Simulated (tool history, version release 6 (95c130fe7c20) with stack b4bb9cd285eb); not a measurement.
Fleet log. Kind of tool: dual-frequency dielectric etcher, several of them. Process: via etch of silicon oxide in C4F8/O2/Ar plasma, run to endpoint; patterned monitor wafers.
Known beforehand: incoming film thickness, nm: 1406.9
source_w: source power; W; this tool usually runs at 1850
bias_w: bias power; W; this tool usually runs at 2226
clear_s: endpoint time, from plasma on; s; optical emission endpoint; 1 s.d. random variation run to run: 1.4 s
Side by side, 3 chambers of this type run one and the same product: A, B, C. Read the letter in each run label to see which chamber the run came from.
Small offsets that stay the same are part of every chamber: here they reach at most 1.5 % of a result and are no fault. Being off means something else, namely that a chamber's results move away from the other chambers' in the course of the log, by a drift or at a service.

run   hour  source_w  bias_w  hours since the last wet clean  hours since the last source power generator calibration  hours since the last bias power generator calibration  clear_s
       6.5  -- chamber B: wet clean of the chamber
 1C    9.7      1850    2226                           277.3                                                   4048.3                                                 3208.8    279.6
 2B   20.8      1850    2226                            14.3                                                     74.7                                                 1297.4   277.02
 3A   36.1      1850    2226                           339.9                                                   1592.2                                                 1399.8   283.37
 4C   46.1      1850    2226                           313.7                                                   4084.7                                                 3245.2   278.51
 5B   56.9      1850    2226                            50.4                                                    110.8                                                 1333.5   275.31
 6A   68.3      1850    2226                           372.1                                                   1624.4                                                   1432   282.48
 7B   83.5      1850    2226                              77                                                    137.4                                                 1360.1   276.98
 8A     97      1850    2226                           400.8                                                   1653.1                                                 1460.7   283.08
 9C  112.3      1850    2226                           379.9                                                   4150.9                                                 3311.4   277.17
10B  119.1      1850    2226                           112.6                                                      173                                                 1395.7   277.51
     127.1  -- chamber C: wet clean of the chamber
11A  133.8      1850    2226                           437.6                                                   1689.9                                                 1497.5   279.92
     135.8  -- chamber A: wet clean of the chamber
12C  141.7      1850    2226                            14.7                                                   4180.3                                                 3340.8   277.51
13B  148.6      1850    2226                           142.1                                                    202.5                                                 1425.2   273.57
14C  159.8      1400    2763                            32.8                                                   4198.4                                                 3358.9   290.28
15A  167.8      1400    2763                              32                                                   1723.9                                                 1531.5   295.85
16B  177.3      1400    2763                           170.8                                                    231.2                                                 1453.9   286.15
17A  188.9      1850    2226                            53.1                                                     1745                                                 1552.6   279.89
18C  202.6      1480    1985                            75.6                                                   4241.2                                                 3401.7   313.57
19A  213.1      1480    1985                            77.3                                                   1769.2                                                 1576.8   320.95
20B  227.9      1480    1985                           221.4                                                    281.8                                                 1504.5   312.75

All 3 chambers run these settings next. Forecast each chamber's results:
21A  239.2      1850    2226                                                                                                                                                        ?
21B  239.2      1850    2226                                                                                                                                                        ?
21C  239.2      1850    2226                                                                                                                                                        ?

run  clear_s
21A   283.29
21B   278.11
21C   276.97

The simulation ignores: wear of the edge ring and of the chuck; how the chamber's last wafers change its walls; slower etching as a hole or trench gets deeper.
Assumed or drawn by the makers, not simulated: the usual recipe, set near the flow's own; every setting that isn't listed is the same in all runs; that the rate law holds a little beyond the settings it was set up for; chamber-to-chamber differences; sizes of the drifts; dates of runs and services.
